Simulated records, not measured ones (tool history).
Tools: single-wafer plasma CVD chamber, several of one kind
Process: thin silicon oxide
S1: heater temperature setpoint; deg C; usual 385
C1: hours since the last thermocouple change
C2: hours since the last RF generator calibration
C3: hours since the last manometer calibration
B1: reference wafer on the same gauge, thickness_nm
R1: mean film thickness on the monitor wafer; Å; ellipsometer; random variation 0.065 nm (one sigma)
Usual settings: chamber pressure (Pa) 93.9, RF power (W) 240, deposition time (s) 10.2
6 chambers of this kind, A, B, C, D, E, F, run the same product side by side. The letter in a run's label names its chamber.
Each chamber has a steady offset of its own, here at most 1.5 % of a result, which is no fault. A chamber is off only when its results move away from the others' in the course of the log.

Run 1C, day 0.488: usual settings; C1 1275.0; C2 380.6; C3 1429.3; B1 17.304. Result: R1 150.48 Å.
Run 2D, day 0.900: usual settings; C1 1148.1; C2 1091.0; C3 658.1; B1 17.300. Result: R1 149.14 Å.
Run 3F, day 1.396: usual settings; C1 695.3; C2 631.0; C3 1343.1; B1 17.310. Result: R1 151.10 Å.
Run 4B, day 1.692: usual settings; C1 2023.8; C2 550.5; C3 1601.7; B1 17.315. Result: R1 150.29 Å.
Run 5A, day 2.096: usual settings but S1 390 deg C, chamber pressure (Pa) 115.5; C1 1113.4; C2 501.7; C3 1816.7; B1 17.279. Result: R1 184.85 Å.
Run 6E, day 2.642: usual settings but S1 390 deg C, chamber pressure (Pa) 115.5; C1 786.9; C2 573.1; C3 519.0; B1 17.317. Result: R1 184.23 Å.
At day 2.804: chamber B: capacitance manometer re-zeroed and calibrated.
Run 7B, day 2.925: usual settings but S1 390 deg C, chamber pressure (Pa) 115.5; C1 2053.4; C2 580.1; C3 3.0; B1 17.306. Result: R1 181.61 Å.
Run 8E, day 3.392: usual settings but S1 390 deg C, chamber pressure (Pa) 115.5; C1 804.9; C2 591.1; C3 537.0; B1 17.296. Result: R1 184.91 Å.
Run 9D, day 3.742: usual settings but S1 390 deg C, chamber pressure (Pa) 115.5; C1 1216.3; C2 1159.2; C3 726.3; B1 17.291. Result: R1 180.61 Å.
Run 10A, day 3.996: usual settings but S1 390 deg C, chamber pressure (Pa) 115.5; C1 1159.0; C2 547.3; C3 1862.3; B1 17.303. Result: R1 183.50 Å.
Run 11F, day 4.467: usual settings; C1 769.0; C2 704.7; C3 1416.8; B1 17.295. Result: R1 149.02 Å.
Run 12C, day 4.867: usual settings but S1 397 deg C, RF power (W) 285; C1 1380.1; C2 485.7; C3 1534.4; B1 17.314. Result: R1 161.81 Å.
Run 13A, day 5.333: usual settings but S1 397 deg C, RF power (W) 285; C1 1191.1; C2 579.4; C3 1894.4; B1 17.278. Result: R1 160.94 Å.
Run 14C, day 5.879: usual settings but S1 397 deg C, RF power (W) 285; C1 1404.4; C2 510.0; C3 1558.7; B1 17.302. Result: R1 164.13 Å.
Run 15D, day 6.154: usual settings but S1 397 deg C, RF power (W) 285; C1 1274.2; C2 1217.1; C3 784.2; B1 17.303. Result: R1 160.90 Å.
Run 16F, day 6.546: usual settings but S1 397 deg C, RF power (W) 285; C1 818.9; C2 754.6; C3 1466.7; B1 17.294. Result: R1 160.90 Å.
Run 17E, day 7.079: usual settings but S1 397 deg C, RF power (W) 285; C1 893.4; C2 679.6; C3 625.5; B1 17.295. Result: R1 162.19 Å.
Run 18B, day 7.454: usual settings; C1 2162.1; C2 688.8; C3 111.7; B1 17.324. Result: R1 150.60 Å.
Run 19B, day 7.854: usual settings; C1 2171.7; C2 698.4; C3 121.3; B1 17.282. Result: R1 150.23 Å.
Run 20E, day 8.171: usual settings; C1 919.6; C2 705.8; C3 651.7; B1 17.295. Result: R1 152.08 Å.
Run 21D, day 8.650: usual settings but deposition time (s) 11.2; C1 1334.1; C2 1277.0; C3 844.1; B1 17.301. Result: R1 164.43 Å.
Run 22A, day 9.142: usual settings but deposition time (s) 11.2; C1 1282.5; C2 670.8; C3 1985.8; B1 17.296. Result: R1 165.21 Å.
Run 23F, day 9.408: usual settings but deposition time (s) 11.2; C1 887.6; C2 823.3; C3 1535.4; B1 17.298. Result: R1 166.01 Å.
Run 24C, day 9.783: usual settings but deposition time (s) 11.2; C1 1498.1; C2 603.7; C3 1652.4; B1 17.303. Result: R1 169.37 Å.
Run 25A, day 10.254: usual settings but deposition time (s) 11.2; C1 1309.2; C2 697.5; C3 2012.5; B1 17.328. Result: R1 165.41 Å.
Run 26F, day 10.612: usual settings but deposition time (s) 11.2; C1 916.5; C2 852.2; C3 1564.3; B1 17.304. Result: R1 164.52 Å.
Run 27B, day 11.138: usual settings; C1 2250.5; C2 777.2; C3 200.1; B1 17.295. Result: R1 149.69 Å.
Run 28D, day 11.592: usual settings; C1 1404.7; C2 1347.6; C3 914.7; B1 17.313. Result: R1 149.73 Å.
Run 29C, day 12.129: usual settings; C1 1554.4; C2 660.0; C3 1708.7; B1 17.317. Result: R1 154.73 Å.
Run 30E, day 12.471: usual settings but chamber pressure (Pa) 102.8, deposition time (s) 11.6; C1 1022.8; C2 809.0; C3 754.9; B1 17.306. Result: R1 188.88 Å.
Run 31A, day 12.921: usual settings but chamber pressure (Pa) 102.8, deposition time (s) 11.6; C1 1373.2; C2 761.5; C3 2076.5; B1 17.299. Result: R1 186.50 Å.
Run 32E, day 13.192: usual settings but chamber pressure (Pa) 102.8, deposition time (s) 11.6; C1 1040.1; C2 826.3; C3 772.2; B1 17.308. Result: R1 190.18 Å.
Run 33F, day 13.446: usual settings but chamber pressure (Pa) 102.8, deposition time (s) 11.6; C1 984.5; C2 920.2; C3 1632.3; B1 17.321. Result: R1 188.02 Å.
Run 34D, day 13.808: usual settings but chamber pressure (Pa) 102.8, deposition time (s) 11.6; C1 1457.9; C2 1400.8; C3 967.9; B1 17.296. Result: R1 184.55 Å.
Run 35C, day 14.279: usual settings but chamber pressure (Pa) 102.8, deposition time (s) 11.6; C1 1606.0; C2 711.6; C3 1760.3; B1 17.305. Result: R1 193.62 Å.
Run 36B, day 14.646: usual settings but chamber pressure (Pa) 82.8, RF power (W) 265; C1 2334.7; C2 861.4; C3 284.3; B1 17.315. Result: R1 138.07 Å.
Run 37A, day 14.954: usual settings but chamber pressure (Pa) 82.8, RF power (W) 265; C1 1422.0; C2 810.3; C3 2125.3; B1 17.316. Result: R1 137.48 Å.
Run 38E, day 15.362: usual settings but chamber pressure (Pa) 82.8, RF power (W) 265; C1 1092.2; C2 878.4; C3 824.3; B1 17.301. Result: R1 137.81 Å.
Run 39B, day 15.617: usual settings but chamber pressure (Pa) 82.8, RF power (W) 265; C1 2358.0; C2 884.7; C3 307.6; B1 17.312. Result: R1 136.72 Å.
Run 40C, day 15.912: usual settings but chamber pressure (Pa) 82.8, RF power (W) 265; C1 1645.2; C2 750.8; C3 1799.5; B1 17.302. Result: R1 143.60 Å.
Run 41F, day 16.408: usual settings but chamber pressure (Pa) 82.8, RF power (W) 265; C1 1055.6; C2 991.3; C3 1703.4; B1 17.318. Result: R1 137.13 Å.
Run 42D, day 16.654: usual settings but S1 396 deg C, RF power (W) 265; C1 1526.2; C2 1469.1; C3 1036.2; B1 17.300. Result: R1 154.25 Å.

What goes on in this fleet: one chamber off, a drifting gauge, or nothing beyond the chambers' own small offsets? Name the chamber and the cause, if any.

Chamber C drifts away from the others.
Cause: true pressure above the setpoint (%) = 4.06.

Here are 4 candidates for chamber C's next run, each the usual settings with a change, their results left as question marks. Which one brings its results back in line with what the others give on the usual settings?
In line means no further than this from the other chambers' mean on the usual settings: R1 2.30 Å
Run 43C-1, day 17.046: usual settings but chamber pressure (Pa) 102.4, RF power (W) 245. Result: R1 ?.
Run 43C-2, day 17.046: usual settings but chamber pressure (Pa) 91.5, deposition time (s) 10.0. Result: R1 ?.
Run 43C-3, day 17.046: usual settings but deposition time (s) 9.2. Result: R1 ?.
Run 43C-4, day 17.046: usual settings but chamber pressure (Pa) 98.1. Result: R1 ?.

The other chambers' mean on the usual settings: R1 150.37 Å
  run      R1
43C-1  172.93
43C-2  150.15
43C-3  141.93
43C-4  164.43
43C-2 brings the chamber back in line.
